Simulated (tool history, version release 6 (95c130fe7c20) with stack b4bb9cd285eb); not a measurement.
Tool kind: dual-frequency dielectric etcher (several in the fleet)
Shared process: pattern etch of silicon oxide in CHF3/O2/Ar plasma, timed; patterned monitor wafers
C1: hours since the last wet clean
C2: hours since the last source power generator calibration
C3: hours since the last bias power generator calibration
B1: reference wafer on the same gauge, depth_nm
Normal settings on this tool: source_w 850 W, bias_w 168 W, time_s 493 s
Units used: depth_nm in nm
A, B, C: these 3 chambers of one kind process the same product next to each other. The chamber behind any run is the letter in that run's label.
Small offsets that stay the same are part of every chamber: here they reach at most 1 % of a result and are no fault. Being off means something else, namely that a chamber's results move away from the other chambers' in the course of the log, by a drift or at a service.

Run 1C, hour 10.0: usual settings; C1 534.5; C2 3554.2; C3 2090.8; B1 990.70. Result: depth_nm 1093.6 nm.
Run 2B, hour 16.1: usual settings; C1 47.2; C2 635.3; C3 675.8; B1 990.06. Result: depth_nm 1089.4 nm.
Run 3A, hour 25.1: usual settings; C1 148.6; C2 1634.8; C3 2027.5; B1 990.79. Result: depth_nm 1088.8 nm.
Run 4C, hour 31.2: usual settings; C1 555.7; C2 3575.4; C3 2112.0; B1 990.28. Result: depth_nm 1091.7 nm.
Run 5B, hour 40.7: usual settings; C1 71.8; C2 659.9; C3 700.4; B1 989.85. Result: depth_nm 1084.9 nm.
Run 6A, hour 49.8: usual settings; C1 173.3; C2 1659.5; C3 2052.2; B1 990.17. Result: depth_nm 1086.9 nm.
Run 7B, hour 56.2: usual settings but bias_w 208 W; C1 87.3; C2 675.4; C3 715.9; B1 989.88. Result: depth_nm 1164.0 nm.
Run 8C, hour 66.3: usual settings but bias_w 208 W; C1 590.8; C2 3610.5; C3 2147.1; B1 990.35. Result: depth_nm 1180.0 nm.
Run 9A, hour 75.4: usual settings but bias_w 208 W; C1 198.9; C2 1685.1; C3 2077.8; B1 990.12. Result: depth_nm 1166.8 nm.
Run 10C, hour 86.4: usual settings; C1 610.9; C2 3630.6; C3 2167.2; B1 989.60. Result: depth_nm 1088.4 nm.
Run 11B, hour 92.0: usual settings but bias_w 190 W, time_s 614 s; C1 123.1; C2 711.2; C3 751.7; B1 989.80. Result: depth_nm 1407.8 nm.
At hour 93.7: chamber C: wet clean of the chamber.
Run 12A, hour 102.5: usual settings but bias_w 190 W, time_s 614 s; C1 226.0; C2 1712.2; C3 2104.9; B1 990.18. Result: depth_nm 1410.9 nm.
Run 13C, hour 109.3: usual settings but bias_w 190 W, time_s 614 s; C1 15.7; C2 3653.5; C3 2190.1; B1 990.28. Result: depth_nm 1456.3 nm.
Run 14A, hour 115.6: usual settings; C1 239.1; C2 1725.3; C3 2118.0; B1 989.63. Result: depth_nm 1078.2 nm.
Run 15B, hour 122.1: usual settings; C1 153.2; C2 741.3; C3 781.8; B1 990.07. Result: depth_nm 1084.3 nm.
Run 16A, hour 131.0: usual settings; C1 254.5; C2 1740.7; C3 2133.4; B1 990.74. Result: depth_nm 1083.7 nm.
Run 17C, hour 142.7: usual settings; C1 49.1; C2 3686.9; C3 2223.5; B1 990.19. Result: depth_nm 1118.7 nm.
Run 18B, hour 150.1: usual settings; C1 181.2; C2 769.3; C3 809.8; B1 989.87. Result: depth_nm 1087.1 nm.
Run 19C, hour 156.8: usual settings; C1 63.2; C2 3701.0; C3 2237.6; B1 990.46. Result: depth_nm 1118.5 nm.
Run 20B, hour 165.7: usual settings; C1 196.8; C2 784.9; C3 825.4; B1 990.06. Result: depth_nm 1088.6 nm.
Run 21A, hour 176.4: usual settings; C1 299.9; C2 1786.1; C3 2178.8; B1 991.15. Result: depth_nm 1088.6 nm.
Run 22C, hour 184.2: usual settings; C1 90.6; C2 3728.4; C3 2265.0; B1 990.40. Result: depth_nm 1114.9 nm.

One chamber off, gauge drift, or nothing amiss beyond the chambers' own small offsets? If it is a chamber, which one, and what is the likeliest cause?

A service left chamber C off against the others.
Most likely cause: etch rate over this chamber's usual, % = 2.19.

Below are 4 candidate recipes for chamber C's next run, each the usual settings with a change, their results shown as question marks. Which of them brings C's results back in line with what the other chambers give on the usual settings?
Allowed miss from the other chambers' usual-settings mean, per result, to count as in line: depth_nm 13.0 nm
Run 23C-1, hour 193.5: usual settings but time_s 489.0 s. Result: depth_nm ?.
Run 23C-2, hour 193.5: usual settings but time_s 477.5 s. Result: depth_nm ?.
Run 23C-3, hour 193.5: usual settings but time_s 498.0 s. Result: depth_nm ?.
Run 23C-4, hour 193.5: usual settings but source_w 890 W, bias_w 175 W. Result: depth_nm ?.

What the other chambers average on the usual settings: depth_nm 1085.2 nm
  run  depth_nm
23C-1    1110.1
23C-2    1084.0
23C-3    1130.6
23C-4    1154.7
With 23C-2, the chamber falls back in line with the rest.
